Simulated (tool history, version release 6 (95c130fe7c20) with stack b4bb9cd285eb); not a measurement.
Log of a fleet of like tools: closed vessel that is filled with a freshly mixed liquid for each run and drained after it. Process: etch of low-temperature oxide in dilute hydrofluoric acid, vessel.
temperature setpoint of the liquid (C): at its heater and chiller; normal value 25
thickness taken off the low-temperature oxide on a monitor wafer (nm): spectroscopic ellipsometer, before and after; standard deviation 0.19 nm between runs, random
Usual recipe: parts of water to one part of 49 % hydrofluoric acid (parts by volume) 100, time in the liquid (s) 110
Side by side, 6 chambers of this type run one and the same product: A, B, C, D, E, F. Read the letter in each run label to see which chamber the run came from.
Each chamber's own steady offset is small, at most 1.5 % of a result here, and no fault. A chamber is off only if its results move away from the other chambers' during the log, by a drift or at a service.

| run | day | temperature setpoint of the liquid (C) | parts of water to one part of 49 % hydrofluoric acid (parts by volume) | time in the liquid (s) | read-back film thickness of the low-temperature oxide reference wafer, read on the same gauge (nm) | thickness taken off the low-temperature oxide on a monitor wafer (nm) |
|---|---|---|---|---|---|---|
| 1C | 0.321 | 25 | 100 | 110 | 29.976 | 28.683 |
| 2E | 0.7 | 25 | 100 | 110 | 29.999 | 29.424 |
| 3B | 1.283 | 25 | 100 | 110 | 30.011 | 28.984 |
| 4D | 1.875 | 25 | 100 | 110 | 30.001 | 29.247 |
| 5A | 2.246 | 25 | 100 | 110 | 30.011 | 29.058 |
| 6F | 2.579 | 21 | 75 | 110 | 29.997 | 33.834 |
| 7E | 3.267 | 21 | 75 | 110 | 30.011 | 34.191 |
| 8F | 3.767 | 21 | 75 | 110 | 30.005 | 33.56 |
| 9D | 4.217 | 21 | 75 | 110 | 30.017 | 34.311 |
| 10A | 4.829 | 21 | 75 | 110 | 29.999 | 34.368 |
| 11B | 5.225 | 21 | 75 | 110 | 30.007 | 33.768 |
| 12C | 5.546 | 25 | 100 | 110 | 29.99 | 29.019 |
|  | 5.717 | chamber F: thermometer replaced |
| 13C | 6.229 | 25 | 100 | 110 | 30.005 | 28.885 |
| 14A | 6.617 | 25 | 100 | 165 | 30.004 | 44.025 |
| 15B | 7.204 | 25 | 100 | 165 | 30.005 | 43.331 |
|  | 7.483 | chamber E: thermometer replaced |
| 16F | 7.729 | 25 | 100 | 165 | 30.011 | 43.174 |
| 17E | 8.329 | 25 | 100 | 165 | 29.993 | 44.108 |
| 18D | 8.925 | 25 | 100 | 165 | 29.988 | 43.544 |
| 19A | 9.296 | 25 | 100 | 165 | 30.008 | 43.748 |
| 20B | 9.829 | 25 | 100 | 110 | 29.997 | 28.896 |
| 21F | 10.312 | 25 | 100 | 110 | 30 | 29.025 |
| 22C | 10.912 | 25 | 100 | 110 | 30 | 29.14 |
|  | 11.429 | chamber B: thermometer replaced |
| 23D | 11.546 | 25 | 100 | 110 | 29.978 | 28.809 |
| 24E | 11.846 | 25 | 100 | 110 | 30.026 | 30.476 |
| 25A | 12.467 | 22.5 | 115 | 110 | 29.994 | 22.846 |
| 26E | 12.875 | 22.5 | 115 | 110 | 30.009 | 23.36 |
| 27D | 13.183 | 22.5 | 115 | 110 | 30.011 | 22.463 |
|  | 13.312 | chamber A: thermometer replaced |
| 28C | 13.654 | 22.5 | 115 | 110 | 29.993 | 22.696 |
| 29F | 13.996 | 22.5 | 115 | 110 | 29.991 | 22.452 |
| 30B | 14.533 | 22.5 | 115 | 110 | 29.997 | 22.412 |
| 31B | 14.942 | 25 | 55 | 110 | 30.007 | 55.789 |
| 32C | 15.354 | 25 | 55 | 110 | 29.994 | 55.917 |
| 33E | 15.7 | 25 | 55 | 110 | 30.002 | 57.908 |
| 34D | 16.325 | 25 | 55 | 110 | 29.982 | 56.22 |
| 35F | 16.929 | 25 | 55 | 110 | 30.019 | 55.715 |
| 36A | 17.275 | 25 | 55 | 110 | 29.981 | 56.228 |
| 37B | 17.929 | 25 | 100 | 110 | 29.997 | 28.92 |
| 38F | 18.458 | 25 | 100 | 110 | 30.017 | 29.023 |
| 39A | 18.854 | 25 | 100 | 110 | 30.013 | 29.47 |
| 40E | 19.454 | 25 | 100 | 110 | 29.986 | 30.581 |
| 41C | 19.921 | 25 | 100 | 110 | 29.993 | 28.781 |

Read the log: is a single chamber off, either drifting away or since a service, is the gauge that measures every chamber drifting, or is nothing wrong beyond small per-chamber offsets? Name any odd chamber and what most likely caused it.

One chamber, E, drifts off from the rest bit by bit.
Cause: hydrofluoric acid flow above the setpoint (%) = 4.05.

Which of the 4 candidates below, each the usual settings with something changed and its results left as question marks, puts chamber E back in line with what the other chambers give on the usual settings?
In-line tolerance around the mean of the other chambers on the usual settings: thickness taken off the low-temperature oxide on a monitor wafer (nm) 0.67
| 42E-1 | 20.417 | 25 | 95 | 110 |  | ? |
| 42E-2 | 20.417 | 25 | 105 | 105 |  | ? |
| 42E-3 | 20.417 | 25 | 100 | 105 |  | ? |
| 42E-4 | 20.417 | 25 | 95 | 115 |  | ? |

The other chambers' mean on the usual settings: thickness taken off the low-temperature oxide on a monitor wafer (nm) 28.976
| run | thickness taken off the low-temperature oxide on a monitor wafer (nm) |
|---|---|
| 42E-1 | 32.358 |
| 42E-2 | 27.637 |
| 42E-3 | 29.18 |
| 42E-4 | 33.829 |
42E-3 brings the chamber back in line.
